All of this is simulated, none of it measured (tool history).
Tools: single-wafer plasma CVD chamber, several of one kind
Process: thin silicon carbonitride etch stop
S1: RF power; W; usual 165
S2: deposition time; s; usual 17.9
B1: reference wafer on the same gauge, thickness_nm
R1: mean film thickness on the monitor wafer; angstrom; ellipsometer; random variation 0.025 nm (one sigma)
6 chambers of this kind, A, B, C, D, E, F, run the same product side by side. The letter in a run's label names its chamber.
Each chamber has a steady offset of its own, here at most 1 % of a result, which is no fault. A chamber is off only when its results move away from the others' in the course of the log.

{"run": "1D", "day": 0.396, "S1": 165, "S2": 17.9, "B1": 10.254, "R1": 95.524}
{"run": "2A", "day": 0.654, "S1": 165, "S2": 17.9, "B1": 10.263, "R1": 96.961}
{"run": "3B", "day": 1.071, "S1": 165, "S2": 17.9, "B1": 10.257, "R1": 96.08}
{"run": "4E", "day": 1.317, "S1": 165, "S2": 17.9, "B1": 10.261, "R1": 95.493}
{"run": "5C", "day": 1.804, "S1": 165, "S2": 17.9, "B1": 10.266, "R1": 96.183}
{"day": 1.817, "done": "chamber E: thermocouple changed; heater temperature recalibrated"}
{"run": "6F", "day": 2.075, "S1": 165, "S2": 17.9, "B1": 10.265, "R1": 96.366}
{"run": "7C", "day": 2.546, "S1": 165, "S2": 17.9, "B1": 10.257, "R1": 96.057}
{"run": "8F", "day": 3.021, "S1": 165, "S2": 17.9, "B1": 10.269, "R1": 96.522}
{"run": "9E", "day": 3.4, "S1": 165, "S2": 17.9, "B1": 10.264, "R1": 95.403}
{"run": "10A", "day": 3.767, "S1": 165, "S2": 17.9, "B1": 10.262, "R1": 96.833}
{"run": "11B", "day": 4.062, "S1": 165, "S2": 17.9, "B1": 10.269, "R1": 95.907}
{"run": "12D", "day": 4.529, "S1": 165, "S2": 17.9, "B1": 10.258, "R1": 95.977}
{"run": "13E", "day": 4.754, "S1": 165, "S2": 17.9, "B1": 10.265, "R1": 95.683}
{"run": "14B", "day": 5.075, "S1": 165, "S2": 17.9, "B1": 10.258, "R1": 95.901}
{"run": "15D", "day": 5.496, "S1": 165, "S2": 17.9, "B1": 10.262, "R1": 96.259}
{"run": "16F", "day": 5.975, "S1": 165, "S2": 17.9, "B1": 10.263, "R1": 96.466}
{"run": "17C", "day": 6.271, "S1": 165, "S2": 17.9, "B1": 10.257, "R1": 96.047}
{"run": "18A", "day": 6.512, "S1": 165, "S2": 17.9, "B1": 10.259, "R1": 96.728}
{"run": "19E", "day": 6.8, "S1": 165, "S2": 17.9, "B1": 10.259, "R1": 96.398}
{"run": "20C", "day": 7.196, "S1": 165, "S2": 17.9, "B1": 10.258, "R1": 95.879}
{"run": "21A", "day": 7.542, "S1": 165, "S2": 17.9, "B1": 10.262, "R1": 96.536}
{"run": "22D", "day": 7.988, "S1": 165, "S2": 17.9, "B1": 10.261, "R1": 95.735}
{"run": "23B", "day": 8.317, "S1": 165, "S2": 17.9, "B1": 10.256, "R1": 96.177}
{"run": "24F", "day": 8.629, "S1": 165, "S2": 17.9, "B1": 10.262, "R1": 96.24}
{"run": "25C", "day": 8.896, "S1": 165, "S2": 17.9, "B1": 10.265, "R1": 96.339}
{"run": "26E", "day": 9.154, "S1": 165, "S2": 17.9, "B1": 10.253, "R1": 95.842}
{"run": "27A", "day": 9.529, "S1": 165, "S2": 17.9, "B1": 10.254, "R1": 96.719}
{"run": "28F", "day": 9.808, "S1": 165, "S2": 17.9, "B1": 10.257, "R1": 96.319}
{"run": "29B", "day": 10.208, "S1": 165, "S2": 17.9, "B1": 10.263, "R1": 95.891}
{"run": "30D", "day": 10.712, "S1": 165, "S2": 17.9, "B1": 10.271, "R1": 95.469}
{"run": "31E", "day": 10.95, "S1": 165, "S2": 17.9, "B1": 10.269, "R1": 95.605}
{"run": "32F", "day": 11.183, "S1": 165, "S2": 17.9, "B1": 10.257, "R1": 96.131}
{"run": "33D", "day": 11.658, "S1": 165, "S2": 17.9, "B1": 10.259, "R1": 95.563}
{"run": "34C", "day": 11.938, "S1": 165, "S2": 19.4, "B1": 10.256, "R1": 104.06}
{"run": "35A", "day": 12.267, "S1": 165, "S2": 19.4, "B1": 10.261, "R1": 104.69}
{"run": "36B", "day": 12.517, "S1": 165, "S2": 19.4, "B1": 10.269, "R1": 103.88}
{"run": "37C", "day": 13.038, "S1": 165, "S2": 19.4, "B1": 10.261, "R1": 103.88}
{"run": "38F", "day": 13.388, "S1": 165, "S2": 19.4, "B1": 10.258, "R1": 104.33}
{"run": "39A", "day": 13.788, "S1": 165, "S2": 19.4, "B1": 10.261, "R1": 104.59}
{"run": "40B", "day": 14.312, "S1": 180, "S2": 19.9, "B1": 10.257, "R1": 109.68}

Is one chamber off against the others, does the gauge drift, or is nothing wrong? If a chamber is off, say which, and what the likeliest cause is.

No chamber stands off beyond its own small offset, and the gauge holds steady.
